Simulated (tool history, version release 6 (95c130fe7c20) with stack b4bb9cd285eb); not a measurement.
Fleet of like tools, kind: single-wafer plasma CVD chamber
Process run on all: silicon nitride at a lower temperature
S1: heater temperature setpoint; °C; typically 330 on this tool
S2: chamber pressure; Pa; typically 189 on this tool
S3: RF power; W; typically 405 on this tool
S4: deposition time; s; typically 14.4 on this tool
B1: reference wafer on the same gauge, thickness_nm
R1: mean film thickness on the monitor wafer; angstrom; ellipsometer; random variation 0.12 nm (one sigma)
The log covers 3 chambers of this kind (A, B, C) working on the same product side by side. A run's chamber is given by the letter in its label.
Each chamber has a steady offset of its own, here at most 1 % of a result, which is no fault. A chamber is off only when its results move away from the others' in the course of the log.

run 1B day=0.408 | S1=330 S2=189 S3=405 S4=14.4 | B1=22.116 | R1=200.25
run 2A day=0.996 | S1=330 S2=189 S3=405 S4=14.4 | B1=22.060 | R1=198.24
run 3C day=1.471 | S1=330 S2=189 S3=405 S4=14.4 | B1=22.078 | R1=198.81
-- day=1.488 chamber B: capacitance manometer re-zeroed and calibrated
run 4A day=2.004 | S1=330 S2=189 S3=405 S4=14.4 | B1=22.054 | R1=200.41
run 5C day=2.317 | S1=330 S2=189 S3=405 S4=14.4 | B1=22.061 | R1=200.02
run 6B day=2.988 | S1=330 S2=189 S3=405 S4=14.4 | B1=22.123 | R1=201.24
-- day=3.492 chamber B: thermocouple changed; heater temperature recalibrated
run 7B day=3.517 | S1=330 S2=189 S3=405 S4=14.4 | B1=22.096 | R1=200.18
run 8C day=4.200 | S1=330 S2=189 S3=405 S4=14.4 | B1=22.077 | R1=199.23
-- day=4.542 chamber C: RF generator calibrated
run 9A day=4.704 | S1=330 S2=189 S3=405 S4=14.4 | B1=22.093 | R1=198.68
run 10A day=5.271 | S1=330 S2=189 S3=405 S4=14.4 | B1=22.084 | R1=199.70
run 11C day=5.929 | S1=323 S2=189 S3=405 S4=14.4 | B1=22.060 | R1=203.05
run 12B day=6.600 | S1=323 S2=189 S3=405 S4=14.4 | B1=22.101 | R1=197.98
run 13A day=6.983 | S1=323 S2=189 S3=405 S4=14.4 | B1=22.098 | R1=198.94
run 14B day=7.325 | S1=330 S2=189 S3=405 S4=14.4 | B1=22.064 | R1=198.08
run 15C day=7.704 | S1=330 S2=189 S3=405 S4=16.7 | B1=22.091 | R1=230.95
run 16A day=8.350 | S1=330 S2=189 S3=405 S4=16.7 | B1=22.064 | R1=229.52
run 17C day=8.862 | S1=330 S2=189 S3=405 S4=16.7 | B1=22.097 | R1=231.79
run 18B day=9.388 | S1=330 S2=189 S3=405 S4=14.4 | B1=22.099 | R1=200.05
run 19C day=9.779 | S1=330 S2=189 S3=405 S4=14.4 | B1=22.067 | R1=200.90
run 20B day=10.458 | S1=330 S2=189 S3=405 S4=14.4 | B1=22.114 | R1=198.10
run 21A day=10.950 | S1=330 S2=189 S3=405 S4=14.4 | B1=22.095 | R1=197.63
run 22A day=11.400 | S1=330 S2=189 S3=405 S4=14.4 | B1=22.074 | R1=198.22
run 23C day=11.758 | S1=330 S2=189 S3=405 S4=14.4 | B1=22.090 | R1=202.60
run 24B day=12.079 | S1=330 S2=189 S3=405 S4=14.4 | B1=22.096 | R1=200.21
run 25A day=12.642 | S1=330 S2=189 S3=405 S4=16.9 | B1=22.095 | R1=233.00
run 26B day=13.142 | S1=330 S2=189 S3=405 S4=16.9 | B1=22.125 | R1=233.91
run 27C day=13.492 | S1=330 S2=189 S3=405 S4=16.9 | B1=22.095 | R1=235.23
run 28A day=13.925 | S1=330 S2=189 S3=375 S4=12.6 | B1=22.095 | R1=165.33
run 29B day=14.575 | S1=330 S2=189 S3=375 S4=12.6 | B1=22.130 | R1=167.23

All chambers now run identical settings, listed one chamber a line with results as question marks. What results will each chamber show?
run 30A day=15.062 | S1=330 S2=144 S3=405 S4=14.4 | R1=?
run 30B day=15.062 | S1=330 S2=144 S3=405 S4=14.4 | R1=?
run 30C day=15.062 | S1=330 S2=144 S3=405 S4=14.4 | R1=?

run=30A R1=184.72
run=30B R1=183.10
run=30C R1=185.70
